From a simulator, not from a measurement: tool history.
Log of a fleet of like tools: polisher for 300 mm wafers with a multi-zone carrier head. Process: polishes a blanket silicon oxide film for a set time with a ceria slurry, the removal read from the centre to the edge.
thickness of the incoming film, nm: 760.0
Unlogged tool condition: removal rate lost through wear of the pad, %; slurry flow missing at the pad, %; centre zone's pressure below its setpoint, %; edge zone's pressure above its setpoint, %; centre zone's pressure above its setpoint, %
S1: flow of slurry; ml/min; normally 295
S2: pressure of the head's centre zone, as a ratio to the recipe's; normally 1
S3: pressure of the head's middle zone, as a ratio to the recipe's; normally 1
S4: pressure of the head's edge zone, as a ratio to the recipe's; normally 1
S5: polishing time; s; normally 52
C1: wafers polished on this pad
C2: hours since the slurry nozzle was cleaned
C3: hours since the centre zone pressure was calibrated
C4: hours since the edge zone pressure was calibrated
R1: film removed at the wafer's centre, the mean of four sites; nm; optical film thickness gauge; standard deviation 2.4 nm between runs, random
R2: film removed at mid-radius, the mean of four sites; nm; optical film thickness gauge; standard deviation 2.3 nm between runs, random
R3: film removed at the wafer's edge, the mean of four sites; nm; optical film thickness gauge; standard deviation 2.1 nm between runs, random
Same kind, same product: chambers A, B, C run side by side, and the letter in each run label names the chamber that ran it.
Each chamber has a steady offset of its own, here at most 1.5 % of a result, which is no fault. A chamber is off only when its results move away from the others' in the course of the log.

run   hour   S1    S2    S3    S4  S5    C1     C2      C3      C4      R1      R2      R3
 1A    7.1  295     1     1     1  52   492     33   752.9  1116.3  203.76  198.84  197.95
 2B   18.2  295     1     1     1  52   590  312.9   822.8    66.5  193.75  194.88  197.16
 3C   24.3  295     1     1     1  52   509   32.9   307.2   513.8  199.66  203.71  198.31
 4B   34.4  295     1     1     1  52   798  329.1     839    82.7  198.61  193.48  198.17
        46  -- chamber B: worn pad replaced by a new one
 5C   47.3  295     1     1     1  52   804   55.9   330.2   536.8  197.99  200.31  201.52
 6A   58.6  295  1.08     1  1.07  52  1153   84.5   804.4  1167.8  213.19   198.4  207.27
        61  -- chamber A: worn pad replaced by a new one
 7B   69.1  295  1.08     1  1.07  52   296  363.8   873.7   117.4  220.05  194.79  208.75
      69.6  -- chamber C: worn pad replaced by a new one
 8A   77.8  295  1.08     1  1.07  52   216  103.7   823.6    1187  220.44  203.84  205.19
 9C   89.8  295     1     1     1  52   259   98.4   372.7   579.3  191.87  201.89  201.22
10C  100.3  295     1     1     1  52   394  108.9   383.2   589.8  197.05  198.63   202.5
11B  106.2  295     1  1.04     1  52   772  400.9   910.8   154.5  196.58  200.11  197.49
12A  114.1  295     1  1.04     1  52   682    140   859.9  1223.3  196.06  209.04  197.48
     124.4  -- chamber B: worn pad replaced by a new one
13C  125.6  295     1  1.04     1  52   718  134.2   408.5   615.1  203.52  204.69  201.32
14B  134.2  295     1     1     1  52   126  428.9   938.8   182.5  199.34  193.89  195.41
15A  143.3  295     1     1  1.11  52  1056  169.2   889.1  1252.5  191.32  201.34  211.53
     145.8  -- chamber C: worn pad replaced by a new one
     151.4  -- chamber A: worn pad replaced by a new one
16C  153.5  295     1     1  1.11  52    99  162.1   436.4     643  199.66  198.66  212.65
     157.1  -- chamber B: slurry nozzle cleaned
     161.1  -- chamber A: edge zone pressure recalibrated
17B  162.1  295     1     1  1.11  52   484      5   966.7   210.4  199.28  194.96  208.63
18A  170.3  295     1  0.93     1  52   243  196.2   916.1     9.3  189.46  185.44  194.33
19C  182.6  295     1  0.93     1  52   472  191.2   465.5   672.1  193.52  182.22  201.05
       191  -- chamber B: worn pad replaced by a new one
20A  191.3  295     1  0.93     1  52   512  217.2   937.1    30.3  187.89  187.15   197.9
21B  199.5  295  0.96   0.9     1  52   109   42.4  1004.1   247.8   188.8  177.59  200.92
22C  210.3  295  0.96   0.9     1  52   828  218.9   493.2   699.8  186.41  177.08  199.56
23A  217.1  295  0.96   0.9     1  52   843    243   962.9    56.1  174.74  184.06  196.78
       219  -- chamber C: slurry nozzle cleaned
24B    224  295     1     1     1  52   424   66.9  1028.6   272.3  199.67  194.74  202.59
25A  231.2  295  0.96     1  1.06  52  1024  257.1     977    70.2   174.6  199.97  204.61
     234.3  -- chamber C: worn pad replaced by a new one
26B  240.1  295  0.96     1  1.06  52   630     83  1044.7   288.4  190.37  198.42  201.89
27C    247  295  0.96     1  1.06  52   163     28   529.9   736.5   188.6  198.74  203.71
     249.9  -- chamber A: worn pad replaced by a new one
28A  257.7  295     1     1     1  52   101  283.6  1003.5    96.7   186.5  195.23  198.25
29C  265.8  295     1     1     1  52   404   46.8   548.7   755.3  192.59   197.2  198.59
     267.5  -- chamber B: worn pad replaced by a new one
30B    272  295     1     1  1.05  52    58  114.9  1076.6   320.3   196.3  197.77  203.37
31A  279.5  295     1     1  1.05  52   380  305.4  1025.3   118.5  181.74  197.76  200.07
32C    292  295     1     1  1.05  52   740     73   574.9   781.5  201.93   200.4  204.82
33B  302.7  295     1     1     1  52   452  145.6  1107.3     351  198.43  197.34  199.87
34C  312.1  295     1     1     1  52   998   93.1     595   801.6  202.69     204  198.84
35B  319.3  295     1     1     1  52   665  162.2  1123.9   367.6  197.73  195.02  194.71
     320.3  -- chamber C: worn pad replaced by a new one
36A  326.1  295     1     1     1  52   978    352  1071.9   165.1  177.22  200.29  196.34
     333.2  -- chamber B: edge zone pressure recalibrated
37A  337.8  295     1     1     1  52  1129  363.7  1083.6   176.8  177.68  200.79  194.51
38C  347.8  295     1     1     1  52   353  128.8   630.7   837.3  192.44  203.41  201.84
       348  -- chamber B: worn pad replaced by a new one
39B  353.9  295     1     1     1  52    76  196.8  1158.5    20.7  194.99  199.43  197.97
40B  362.6  295     1     1     1  52   187  205.5  1167.2    29.4  196.11   196.1  195.66

Which is it: a chamber that has drifted or been left off by a service, a gauge drift common to all chambers, or only each chamber's usual small offset? If a chamber is off, name it and its likeliest cause.

One chamber, A, drifts off from the rest bit by bit.
Most likely cause: centre zone's pressure below its setpoint, % = 12.3.

Here are 4 candidates for chamber A's next run, each the usual settings with a change, their results left as question marks. Which one brings its results back in line with what the others give on the usual settings?
Allowed miss from the other chambers' usual-settings mean, per result, to count as in line: R1 8.3 nm; R2 8.1 nm; R3 7.2 nm
41A-1  371.8  300  1.04  0.99  0.99  52                   ?   ?   ?
41A-2  371.8  300  1.11  0.97  0.97  53                   ?   ?   ?
41A-3  371.8  290   0.9  1.03  1.03  52                   ?   ?   ?
41A-4  371.8  290  0.96  1.01  1.01  52                   ?   ?   ?

Other chambers, usual settings, mean: R1 197.35 nm; R2 197.63 nm; R3 198.5 nm
  run      R1      R2      R3
41A-1   180.7  197.94  196.93
41A-2  197.64  197.99  198.65
41A-3  153.68  204.63  200.45
41A-4  164.97  200.96  198.44
41A-2 puts the chamber back in line with the other chambers.

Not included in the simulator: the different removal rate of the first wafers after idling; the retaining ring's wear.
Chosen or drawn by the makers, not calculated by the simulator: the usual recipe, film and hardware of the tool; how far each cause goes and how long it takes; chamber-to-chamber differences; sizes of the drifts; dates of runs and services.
